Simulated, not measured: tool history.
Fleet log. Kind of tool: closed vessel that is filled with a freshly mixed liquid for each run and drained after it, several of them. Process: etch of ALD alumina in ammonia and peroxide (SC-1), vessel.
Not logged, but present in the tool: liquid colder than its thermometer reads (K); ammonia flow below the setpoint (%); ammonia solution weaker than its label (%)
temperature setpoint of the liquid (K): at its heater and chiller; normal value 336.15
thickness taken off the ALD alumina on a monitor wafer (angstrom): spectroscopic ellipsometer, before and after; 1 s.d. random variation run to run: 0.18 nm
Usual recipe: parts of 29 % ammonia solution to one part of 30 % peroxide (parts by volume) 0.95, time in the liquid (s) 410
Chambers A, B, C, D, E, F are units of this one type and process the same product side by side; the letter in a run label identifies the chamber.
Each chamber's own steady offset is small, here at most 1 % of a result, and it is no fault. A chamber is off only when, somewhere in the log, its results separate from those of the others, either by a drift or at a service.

run,day,temperature setpoint of the liquid (K),parts of 29 % ammonia solution to one part of 30 % peroxide (parts by volume),time in the liquid (s),hours since the thermometer was replaced,hours since the ammonia flow meter was replaced,hours since the drum of ammonia solution was connected,"read-back film thickness of the ALD alumina reference wafer, read on the same gauge (nm)",thickness taken off the ALD alumina on a monitor wafer (angstrom)
1D,0.329,336.15,0.95,410,1016.5,782.3,293.6,130.00,385.90
2F,0.642,336.15,0.95,410,636.1,1341.4,167.4,130.00,384.49
3A,0.929,336.15,0.95,410,935.2,37.5,56.2,130.02,381.96
4B,1.100,336.15,0.95,410,41.6,728.0,135.8,130.03,382.61
5C,1.296,336.15,0.95,410,2400.4,633.1,471.1,130.01,386.26
6E,1.458,336.15,0.95,410,1568.1,155.0,194.0,130.02,382.36
7F,1.733,326.65,0.95,410,662.3,1367.6,193.6,129.99,236.91
8E,1.933,326.65,0.95,410,1579.5,166.4,205.4,129.99,234.70
9C,2.271,326.65,0.95,410,2423.8,656.5,494.5,130.01,236.30
10A,2.538,326.65,0.95,410,973.8,76.1,94.8,129.99,233.61
11D,2.825,326.65,0.95,410,1076.4,842.2,353.5,129.98,236.62
12B,3.025,326.65,0.95,410,87.8,774.2,182.0,130.01,235.40
13B,3.358,336.15,0.95,410,95.8,782.2,190.0,130.01,385.21
14E,3.533,336.15,0.95,410,1617.9,204.8,243.8,130.01,384.71
15A,3.717,336.15,0.60,205,1002.1,104.4,123.1,130.01,183.65
16D,4.038,336.15,0.60,205,1105.5,871.3,382.6,130.00,185.48
# day 4.079: chamber F: ammonia flow meter replaced
# day 4.083: chamber C: new drum of ammonia solution connected
17C,4.200,336.15,0.60,205,2470.1,702.8,2.9,130.01,185.00
18F,4.492,336.15,0.60,205,728.5,10.0,259.8,130.00,184.00
19F,4.808,336.15,0.60,205,736.1,17.6,267.4,130.02,184.67
20C,5.154,336.15,0.60,205,2493.0,725.7,25.8,129.99,184.83
21B,5.354,336.15,0.95,410,143.7,830.1,237.9,130.02,384.51
22E,5.575,336.15,0.95,410,1666.9,253.8,292.8,130.00,380.24
23D,5.854,336.15,0.95,410,1149.1,914.9,426.2,130.00,388.28
24A,6.121,336.15,0.95,410,1059.8,162.1,180.8,129.98,384.18
25E,6.312,336.15,0.95,410,1684.6,271.5,310.5,129.98,381.02
26C,6.479,336.15,0.95,410,2524.8,757.5,57.6,130.01,385.18
27A,6.808,336.15,0.95,410,1076.3,178.6,197.3,130.00,380.47
# day 7.079: chamber E: new drum of ammonia solution connected
28B,7.100,336.15,0.95,410,185.6,872.0,279.8,130.02,385.89
29D,7.262,343.15,0.75,410,1182.9,948.7,460.0,130.01,531.02
30F,7.608,343.15,0.75,410,803.3,84.8,334.6,130.04,526.39
31F,7.808,343.15,0.75,410,808.1,89.6,339.4,130.01,529.34
32B,8.171,343.15,0.75,410,211.3,897.7,305.5,130.03,533.99
# day 8.246: chamber A: new drum of ammonia solution connected
33D,8.475,343.15,0.75,410,1212.0,977.8,489.1,130.01,533.72
34C,8.712,343.15,0.75,410,2578.4,811.1,111.2,129.97,533.43
35A,9.046,336.15,0.95,410,1130.0,232.3,19.3,129.99,384.24
36E,9.408,336.15,1.10,195,1758.9,345.8,56.0,129.99,180.96
37C,9.633,336.15,1.10,195,2600.5,833.2,133.3,129.98,185.47
38B,9.821,336.15,1.10,195,250.9,937.3,345.1,130.02,186.29
39F,10.000,336.15,1.10,195,860.7,142.2,392.0,130.01,185.54

For the next run the whole fleet of 6 chambers uses the same settings. Give each chamber's results:
40A,10.262,327.15,0.95,410,,,,,?
40B,10.262,327.15,0.95,410,,,,,?
40C,10.262,327.15,0.95,410,,,,,?
40D,10.262,327.15,0.95,410,,,,,?
40E,10.262,327.15,0.95,410,,,,,?
40F,10.262,327.15,0.95,410,,,,,?

run,thickness taken off the ALD alumina on a monitor wafer (angstrom)
40A,240.64
40B,243.25
40C,240.76
40D,243.79
40E,234.38
40F,240.84
